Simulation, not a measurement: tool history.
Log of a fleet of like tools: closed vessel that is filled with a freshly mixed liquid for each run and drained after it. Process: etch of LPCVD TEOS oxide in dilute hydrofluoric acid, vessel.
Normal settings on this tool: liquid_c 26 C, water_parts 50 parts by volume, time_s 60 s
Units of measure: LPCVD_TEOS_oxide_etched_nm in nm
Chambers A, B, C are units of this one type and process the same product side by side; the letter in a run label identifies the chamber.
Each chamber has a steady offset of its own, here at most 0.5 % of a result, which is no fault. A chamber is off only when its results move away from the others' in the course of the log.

| run | hour | liquid_c | water_parts | time_s | hours since the thermometer was replaced | hours since the hydrofluoric acid flow meter was replaced | read-back film thickness of the LPCVD TEOS oxide reference wafer, read on the same gauge (nm) | LPCVD_TEOS_oxide_etched_nm |
|---|---|---|---|---|---|---|---|---|
| 1C | 9.4 | 26 | 50 | 60 | 80.6 | 526 | 69.936 | 39.542 |
| 2B | 15.3 | 26 | 50 | 60 | 718.4 | 883.3 | 70.031 | 39.326 |
| 3A | 22.5 | 26 | 50 | 60 | 1196.5 | 915.5 | 70.005 | 39.444 |
| 4C | 27.4 | 26 | 50 | 60 | 98.6 | 544 | 70.035 | 39.153 |
| 5B | 34.8 | 26 | 50 | 60 | 737.9 | 902.8 | 70.021 | 39.367 |
| 6A | 39.7 | 26 | 35 | 60 | 1213.7 | 932.7 | 70.063 | 57.278 |
| 7B | 49.7 | 26 | 35 | 60 | 752.8 | 917.7 | 69.983 | 57.438 |
| 8C | 58.7 | 26 | 35 | 60 | 129.9 | 575.3 | 69.956 | 57.896 |
| 9A | 64.8 | 26 | 50 | 60 | 1238.8 | 957.8 | 69.994 | 39.426 |
| 10C | 70 | 26 | 50 | 60 | 141.2 | 586.6 | 69.955 | 39.405 |
| 11A | 78 | 26 | 50 | 60 | 1252 | 971 | 69.961 | 39.563 |
| 12B | 87.9 | 26 | 50 | 40 | 791 | 955.9 | 69.996 | 26.338 |
| 13C | 96.2 | 26 | 50 | 40 | 167.4 | 612.8 | 69.98 | 26.439 |
| 14A | 101.2 | 26 | 50 | 40 | 1275.2 | 994.2 | 69.933 | 26.372 |
| 15B | 106.1 | 26 | 50 | 85 | 809.2 | 974.1 | 69.975 | 55.606 |
| 16B | 115 | 26 | 50 | 85 | 818.1 | 983 | 70.031 | 56.132 |
| 17C | 122 | 26 | 50 | 85 | 193.2 | 638.6 | 70.002 | 55.971 |
| 18A | 131.6 | 26 | 50 | 60 | 1305.6 | 1024.6 | 69.996 | 38.842 |
| 19C | 140.8 | 26 | 50 | 60 | 212 | 657.4 | 70.042 | 39.547 |
| 20A | 150 | 26 | 50 | 60 | 1324 | 1043 | 69.96 | 39.333 |
| 21B | 156.4 | 26 | 50 | 60 | 859.5 | 1024.4 | 69.998 | 38.952 |
| 22B | 166.4 | 26 | 50 | 60 | 869.5 | 1034.4 | 70.01 | 39.481 |
| 23A | 176.1 | 26 | 50 | 60 | 1350.1 | 1069.1 | 69.975 | 39.852 |
| 24C | 185.8 | 26 | 50 | 60 | 257 | 702.4 | 70.003 | 39.997 |
| 25A | 195.4 | 26 | 50 | 60 | 1369.4 | 1088.4 | 69.999 | 39.484 |
| 26B | 204.6 | 31 | 50 | 95 | 907.7 | 1072.6 | 69.978 | 76.314 |
| 27C | 211.9 | 31 | 50 | 95 | 283.1 | 728.5 | 70.043 | 76.75 |
| 28C | 222.3 | 31 | 50 | 95 | 293.5 | 738.9 | 69.998 | 76.319 |
| 29A | 232.2 | 26 | 50 | 60 | 1406.2 | 1125.2 | 70.032 | 39.396 |
| 30B | 242.3 | 26 | 50 | 60 | 945.4 | 1110.3 | 69.979 | 39.464 |
| 31C | 248.9 | 26 | 50 | 60 | 320.1 | 765.5 | 69.98 | 39.986 |
| 32A | 257.4 | 26 | 30 | 80 | 1431.4 | 1150.4 | 70.037 | 88.477 |
| 33B | 268.2 | 26 | 30 | 80 | 971.3 | 1136.2 | 69.981 | 89.94 |
| 34C | 277 | 26 | 30 | 80 | 348.2 | 793.6 | 69.984 | 90.067 |
| 35B | 281.9 | 26 | 50 | 60 | 985 | 1149.9 | 69.992 | 39.827 |
| 36A | 286.9 | 26 | 50 | 60 | 1460.9 | 1179.9 | 70.01 | 39.651 |
| 37A | 294.7 | 28.5 | 50 | 35 | 1468.7 | 1187.7 | 69.971 | 25.516 |
| 38B | 302 | 28.5 | 50 | 35 | 1005.1 | 1170 | 69.974 | 25.608 |

Has any chamber moved away from the others, gradually or after a service, or does the common gauge drift, or do the chambers differ only by their own small steady offsets? State the chamber and the most likely cause if one applies.

All chambers stay in line apart from their small fixed offsets, and the gauge does not drift.
